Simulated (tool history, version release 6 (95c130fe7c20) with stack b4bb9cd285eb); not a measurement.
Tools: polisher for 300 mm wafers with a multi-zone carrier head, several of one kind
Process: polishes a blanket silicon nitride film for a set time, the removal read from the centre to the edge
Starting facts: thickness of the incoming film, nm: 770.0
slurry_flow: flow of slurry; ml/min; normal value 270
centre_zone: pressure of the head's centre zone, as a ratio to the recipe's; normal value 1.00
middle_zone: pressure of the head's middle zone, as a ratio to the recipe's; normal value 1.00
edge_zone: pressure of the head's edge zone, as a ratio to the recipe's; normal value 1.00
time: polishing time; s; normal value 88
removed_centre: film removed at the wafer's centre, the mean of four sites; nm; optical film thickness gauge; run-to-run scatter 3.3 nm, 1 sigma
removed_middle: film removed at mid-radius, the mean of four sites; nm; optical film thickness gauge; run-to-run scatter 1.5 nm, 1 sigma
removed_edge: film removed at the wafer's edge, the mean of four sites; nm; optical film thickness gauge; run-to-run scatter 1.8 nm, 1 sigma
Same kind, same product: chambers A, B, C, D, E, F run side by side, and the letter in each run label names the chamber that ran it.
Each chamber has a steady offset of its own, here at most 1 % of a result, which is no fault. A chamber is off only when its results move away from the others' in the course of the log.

| run | hour | slurry_flow | centre_zone | middle_zone | edge_zone | time | wafers polished on this pad | hours since the slurry nozzle was cleaned | hours since the centre zone pressure was calibrated | hours since the edge zone pressure was calibrated | removed_centre | removed_middle | removed_edge |
|---|---|---|---|---|---|---|---|---|---|---|---|---|---|
| 1E | 7.2 | 270 | 1.00 | 1.00 | 1.00 | 88 | 850 | 70.6 | 789.8 | 350.8 | 251.62 | 243.39 | 245.50 |
|  | 11.7 | chamber E: worn pad replaced by a new one |
| 2C | 20.3 | 270 | 1.00 | 1.00 | 1.00 | 88 | 1106 | 245.7 | 162.0 | 183.7 | 252.43 | 245.23 | 246.79 |
|  | 28.7 | chamber B: slurry nozzle cleaned |
| 3D | 30.7 | 270 | 1.00 | 1.00 | 1.00 | 88 | 655 | 276.8 | 77.0 | 387.6 | 236.59 | 245.06 | 242.62 |
|  | 37.6 | chamber B: worn pad replaced by a new one |
| 4B | 47.0 | 270 | 1.00 | 1.00 | 1.00 | 88 | 58 | 18.4 | 617.1 | 1148.0 | 239.31 | 241.86 | 248.62 |
| 5F | 54.6 | 180 | 1.00 | 1.00 | 1.10 | 88 | 811 | 265.3 | 1248.4 | 661.8 | 223.62 | 233.12 | 249.38 |
|  | 67.3 | chamber C: worn pad replaced by a new one |
| 6A | 69.1 | 180 | 1.00 | 1.00 | 1.10 | 88 | 991 | 466.3 | 669.6 | 1046.7 | 230.60 | 231.56 | 243.79 |
|  | 72.0 | chamber E: centre zone pressure recalibrated |
| 7F | 84.4 | 180 | 1.00 | 1.00 | 1.10 | 88 | 996 | 295.1 | 1278.2 | 691.6 | 230.14 | 233.69 | 252.89 |
| 8C | 98.0 | 180 | 1.00 | 1.00 | 1.10 | 88 | 190 | 323.4 | 239.7 | 261.4 | 226.83 | 231.75 | 248.64 |
| 9A | 107.2 | 180 | 1.00 | 1.00 | 1.10 | 88 | 1228 | 504.4 | 707.7 | 1084.8 | 231.29 | 226.82 | 244.56 |
|  | 118.3 | chamber F: worn pad replaced by a new one |
| 10D | 120.7 | 180 | 1.00 | 1.00 | 1.10 | 88 | 1214 | 366.8 | 167.0 | 477.6 | 223.85 | 230.57 | 243.72 |
| 11E | 135.5 | 270 | 1.00 | 1.00 | 1.00 | 88 | 769 | 198.9 | 63.5 | 479.1 | 240.94 | 243.90 | 244.22 |
|  | 148.1 | chamber E: worn pad replaced by a new one |
| 12B | 148.4 | 270 | 1.00 | 1.12 | 1.00 | 88 | 688 | 119.8 | 718.5 | 1249.4 | 243.92 | 271.59 | 242.85 |
| 13C | 159.5 | 270 | 1.00 | 1.12 | 1.00 | 88 | 573 | 384.9 | 301.2 | 322.9 | 247.24 | 269.32 | 243.51 |
|  | 162.1 | chamber D: worn pad replaced by a new one |
| 14A | 175.5 | 270 | 1.00 | 1.12 | 1.00 | 88 | 1653 | 572.7 | 776.0 | 1153.1 | 243.45 | 270.98 | 241.75 |
|  | 175.6 | chamber B: worn pad replaced by a new one |
| 15F | 190.2 | 270 | 1.00 | 1.12 | 1.00 | 88 | 446 | 400.9 | 1384.0 | 797.4 | 243.74 | 271.08 | 247.71 |
|  | 201.8 | chamber A: slurry nozzle cleaned |
| 16D | 202.7 | 270 | 1.00 | 1.12 | 1.00 | 88 | 252 | 448.8 | 249.0 | 559.6 | 248.36 | 270.46 | 243.47 |
| 17E | 210.2 | 270 | 1.00 | 1.12 | 1.00 | 88 | 386 | 273.6 | 138.2 | 553.8 | 246.34 | 271.64 | 246.10 |
| 18B | 224.4 | 270 | 1.00 | 1.00 | 1.00 | 88 | 303 | 195.8 | 794.5 | 1325.4 | 241.58 | 244.56 | 245.87 |
|  | 232.8 | chamber C: edge zone pressure recalibrated |
| 19D | 240.4 | 270 | 1.00 | 1.00 | 1.00 | 88 | 486 | 486.5 | 286.7 | 597.3 | 237.95 | 243.24 | 244.26 |
|  | 251.3 | chamber C: slurry nozzle cleaned |
| 20C | 255.5 | 270 | 1.00 | 1.00 | 1.00 | 88 | 1170 | 4.2 | 397.2 | 22.8 | 239.39 | 244.94 | 247.77 |
| 21F | 266.7 | 270 | 1.00 | 1.00 | 1.00 | 88 | 922 | 477.4 | 1460.5 | 873.9 | 241.31 | 247.45 | 243.77 |
| 22E | 281.5 | 270 | 1.00 | 1.00 | 1.00 | 88 | 829 | 344.9 | 209.5 | 625.1 | 244.98 | 243.04 | 244.82 |
|  | 282.3 | chamber E: worn pad replaced by a new one |
|  | 283.3 | chamber E: edge zone pressure recalibrated |
|  | 289.2 | chamber C: worn pad replaced by a new one |
| 23A | 290.2 | 270 | 1.00 | 1.00 | 1.00 | 88 | 2366 | 88.5 | 890.7 | 1267.8 | 234.58 | 235.40 | 236.32 |
| 24B | 298.5 | 270 | 1.00 | 1.00 | 0.89 | 112 | 764 | 269.9 | 868.6 | 1399.5 | 307.90 | 310.81 | 292.55 |
|  | 300.3 | chamber F: centre zone pressure recalibrated |
| 25A | 313.8 | 270 | 1.00 | 1.00 | 0.89 | 112 | 2512 | 112.1 | 914.3 | 1291.4 | 303.15 | 299.58 | 279.31 |
|  | 315.2 | chamber F: worn pad replaced by a new one |
| 26E | 324.7 | 270 | 1.00 | 1.00 | 0.89 | 112 | 264 | 388.1 | 252.7 | 41.4 | 315.13 | 311.84 | 295.80 |
| 27C | 334.8 | 270 | 1.00 | 1.00 | 0.89 | 112 | 283 | 83.5 | 476.5 | 102.1 | 311.26 | 312.81 | 291.10 |
|  | 337.4 | chamber A: edge zone pressure recalibrated |
| 28F | 342.8 | 270 | 1.00 | 1.00 | 0.89 | 112 | 172 | 553.5 | 42.5 | 950.0 | 314.17 | 315.94 | 294.05 |
|  | 349.3 | chamber B: worn pad replaced by a new one |
| 29D | 358.3 | 270 | 1.00 | 1.00 | 0.89 | 112 | 1219 | 604.4 | 404.6 | 715.2 | 308.64 | 310.43 | 292.35 |
|  | 359.4 | chamber F: edge zone pressure recalibrated |
| 30B | 366.5 | 270 | 1.00 | 1.00 | 1.00 | 88 | 107 | 337.9 | 936.6 | 1467.5 | 243.58 | 241.66 | 246.15 |
|  | 371.4 | chamber D: worn pad replaced by a new one |
| 31A | 376.3 | 270 | 1.00 | 1.00 | 1.00 | 88 | 2901 | 174.6 | 976.8 | 39.0 | 232.04 | 227.77 | 228.03 |
|  | 381.4 | chamber B: edge zone pressure recalibrated |
| 32D | 387.7 | 270 | 1.00 | 1.00 | 1.00 | 88 | 101 | 633.8 | 434.0 | 744.6 | 238.79 | 241.71 | 241.73 |
| 33C | 397.7 | 270 | 1.00 | 1.00 | 1.00 | 88 | 674 | 146.4 | 539.4 | 165.0 | 244.89 | 243.00 | 245.28 |
|  | 404.9 | chamber E: worn pad replaced by a new one |
|  | 408.2 | chamber B: slurry nozzle cleaned |
| 34F | 412.8 | 270 | 1.00 | 1.00 | 1.00 | 88 | 607 | 623.5 | 112.5 | 53.5 | 243.31 | 245.39 | 243.42 |
| 35E | 422.4 | 270 | 1.00 | 1.00 | 1.00 | 88 | 109 | 485.8 | 350.4 | 139.1 | 254.52 | 243.34 | 247.33 |
| 36B | 437.0 | 270 | 1.00 | 1.00 | 1.00 | 88 | 545 | 28.8 | 1007.1 | 55.7 | 233.19 | 244.90 | 248.42 |
| 37C | 446.8 | 180 | 0.96 | 1.00 | 1.00 | 88 | 979 | 195.5 | 588.5 | 214.1 | 214.87 | 231.63 | 232.98 |
|  | 450.4 | chamber B: centre zone pressure recalibrated |
| 38A | 455.1 | 180 | 0.96 | 1.00 | 1.00 | 88 | 3391 | 253.4 | 1055.6 | 117.8 | 206.66 | 210.40 | 212.06 |
| 39B | 468.9 | 180 | 0.96 | 1.00 | 1.00 | 88 | 744 | 60.7 | 18.6 | 87.6 | 223.45 | 234.98 | 234.60 |

What goes on in this fleet: one chamber off, a drifting gauge, or nothing beyond the chambers' own small offsets? Name the chamber and the cause, if any.

It is chamber A that slowly wanders off from its peers.
What lies behind it: removal rate lost through wear of the pad, % = 9.31.

Here are 4 candidates for chamber A's next run, each the usual settings with a change, their results left as question marks. Which one brings its results back in line with what the others give on the usual settings?
Counts as in line when no further than this from what the other chambers average on the usual settings: removed_centre 11.00 nm; removed_middle 5.40 nm; removed_edge 6.40 nm
| 40A-1 | 480.6 | 270 | 1.02 | 1.00 | 0.99 | 79 |  |  |  |  | ? | ? | ? |
| 40A-2 | 480.6 | 270 | 0.98 | 1.00 | 1.01 | 97 |  |  |  |  | ? | ? | ? |
| 40A-3 | 480.6 | 275 | 0.97 | 1.01 | 1.02 | 106 |  |  |  |  | ? | ? | ? |
| 40A-4 | 480.6 | 270 | 1.03 | 1.00 | 0.98 | 73 |  |  |  |  | ? | ? | ? |

What the other chambers average on the usual settings: removed_centre 243.30 nm; removed_middle 244.09 nm; removed_edge 245.07 nm
| run | removed_centre | removed_middle | removed_edge |
|---|---|---|---|
| 40A-1 | 204.90 | 197.29 | 195.74 |
| 40A-2 | 240.70 | 242.29 | 242.83 |
| 40A-3 | 260.65 | 267.75 | 267.10 |
| 40A-4 | 191.39 | 182.30 | 179.93 |
40A-2 is the one that brings the chamber's results back in line with the other chambers.
